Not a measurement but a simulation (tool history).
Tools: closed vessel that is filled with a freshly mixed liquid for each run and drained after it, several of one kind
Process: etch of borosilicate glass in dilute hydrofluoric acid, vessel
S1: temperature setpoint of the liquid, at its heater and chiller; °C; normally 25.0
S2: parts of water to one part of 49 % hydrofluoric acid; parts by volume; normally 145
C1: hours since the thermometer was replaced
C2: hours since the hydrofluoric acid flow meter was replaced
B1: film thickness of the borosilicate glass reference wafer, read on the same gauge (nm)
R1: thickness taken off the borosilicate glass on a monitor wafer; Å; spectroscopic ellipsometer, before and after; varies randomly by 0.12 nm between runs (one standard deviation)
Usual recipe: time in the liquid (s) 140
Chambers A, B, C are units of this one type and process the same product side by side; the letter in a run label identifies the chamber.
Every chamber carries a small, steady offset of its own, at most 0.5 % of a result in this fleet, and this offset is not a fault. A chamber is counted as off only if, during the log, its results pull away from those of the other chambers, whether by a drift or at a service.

Run 1C, hour 8.0: usual settings; C1 577.6; C2 282.7; B1 119.99. Result: R1 162.070 Å.
Run 2A, hour 17.3: usual settings; C1 444.2; C2 365.5; B1 120.02. Result: R1 159.000 Å.
Run 3B, hour 25.3: usual settings; C1 192.6; C2 672.9; B1 120.01. Result: R1 160.850 Å.
Run 4C, hour 33.9: usual settings; C1 603.5; C2 308.6; B1 120.01. Result: R1 160.320 Å.
Run 5A, hour 43.0: usual settings; C1 469.9; C2 391.2; B1 120.00. Result: R1 159.630 Å.
Run 6B, hour 49.3: usual settings but S1 27.0 °C, time in the liquid (s) 90; C1 216.6; C2 696.9; B1 119.99. Result: R1 111.810 Å.
Run 7A, hour 56.8: usual settings but S1 27.0 °C, time in the liquid (s) 90; C1 483.7; C2 405.0; B1 120.02. Result: R1 110.710 Å.
Run 8C, hour 64.1: usual settings but S1 27.0 °C, time in the liquid (s) 90; C1 633.7; C2 338.8; B1 120.00. Result: R1 109.960 Å.
Run 9B, hour 71.2: usual settings; C1 238.5; C2 718.8; B1 120.00. Result: R1 162.090 Å.
Run 10A, hour 76.7: usual settings; C1 503.6; C2 424.9; B1 119.99. Result: R1 159.750 Å.
Run 11C, hour 84.9: usual settings; C1 654.5; C2 359.6; B1 119.99. Result: R1 160.300 Å.
Run 12B, hour 93.6: usual settings; C1 260.9; C2 741.2; B1 119.98. Result: R1 160.640 Å.
Run 13A, hour 102.5: usual settings; C1 529.4; C2 450.7; B1 119.97. Result: R1 162.340 Å.
Run 14C, hour 109.1: usual settings; C1 678.7; C2 383.8; B1 120.00. Result: R1 160.810 Å.
Run 15B, hour 115.4: usual settings; C1 282.7; C2 763.0; B1 120.01. Result: R1 162.080 Å.
Run 16A, hour 122.4: usual settings; C1 549.3; C2 470.6; B1 120.02. Result: R1 161.470 Å.
Run 17B, hour 131.1: usual settings; C1 298.4; C2 778.7; B1 119.98. Result: R1 160.990 Å.
Run 18C, hour 138.2: usual settings; C1 707.8; C2 412.9; B1 120.01. Result: R1 160.460 Å.
Run 19A, hour 144.0: usual settings; C1 570.9; C2 492.2; B1 120.02. Result: R1 163.220 Å.
Run 20B, hour 150.4: usual settings but S1 21.5 °C, time in the liquid (s) 85; C1 317.7; C2 798.0; B1 120.01. Result: R1 86.281 Å.
Run 21C, hour 159.2: usual settings but S1 21.5 °C, time in the liquid (s) 85; C1 728.8; C2 433.9; B1 120.01. Result: R1 85.282 Å.
Run 22B, hour 166.9: usual settings but S1 21.5 °C, time in the liquid (s) 85; C1 334.2; C2 814.5; B1 120.00. Result: R1 85.154 Å.
Run 23A, hour 175.4: usual settings; C1 602.3; C2 523.6; B1 120.01. Result: R1 168.640 Å.
Run 24C, hour 184.6: usual settings; C1 754.2; C2 459.3; B1 120.01. Result: R1 160.110 Å.
Run 25A, hour 193.5: usual settings; C1 620.4; C2 541.7; B1 120.01. Result: R1 167.930 Å.
Run 26C, hour 198.3: usual settings; C1 767.9; C2 473.0; B1 120.01. Result: R1 161.040 Å.
Run 27B, hour 206.5: usual settings; C1 373.8; C2 854.1; B1 119.99. Result: R1 162.790 Å.
Run 28C, hour 212.4: usual settings; C1 782.0; C2 487.1; B1 120.01. Result: R1 159.400 Å.
Run 29A, hour 221.0: usual settings; C1 647.9; C2 569.2; B1 119.99. Result: R1 168.790 Å.
Run 30B, hour 227.0: usual settings; C1 394.3; C2 874.6; B1 120.01. Result: R1 162.060 Å.
Run 31B, hour 235.8: usual settings; C1 403.1; C2 883.4; B1 120.00. Result: R1 160.510 Å.
Run 32A, hour 243.0: usual settings; C1 669.9; C2 591.2; B1 120.00. Result: R1 173.220 Å.
At hour 245.0: chamber B: hydrofluoric acid flow meter replaced.
At hour 248.3: chamber C: thermometer replaced.
Run 33C, hour 249.4: usual settings; C1 1.2; C2 524.1; B1 120.00. Result: R1 160.610 Å.
Run 34C, hour 258.4: usual settings; C1 10.2; C2 533.1; B1 120.00. Result: R1 160.410 Å.
Run 35B, hour 266.9: usual settings but S1 27.5 °C; C1 434.2; C2 22.0; B1 120.00. Result: R1 177.420 Å.

Predict what each chamber gives when all 3 of them run the settings below next.
Run 36A, hour 273.8: usual settings but time in the liquid (s) 175. Result: R1 ?.
Run 36B, hour 273.8: usual settings but time in the liquid (s) 175. Result: R1 ?.
Run 36C, hour 273.8: usual settings but time in the liquid (s) 175. Result: R1 ?.

run       R1
36A  218.880
36B  199.880
36C  199.610

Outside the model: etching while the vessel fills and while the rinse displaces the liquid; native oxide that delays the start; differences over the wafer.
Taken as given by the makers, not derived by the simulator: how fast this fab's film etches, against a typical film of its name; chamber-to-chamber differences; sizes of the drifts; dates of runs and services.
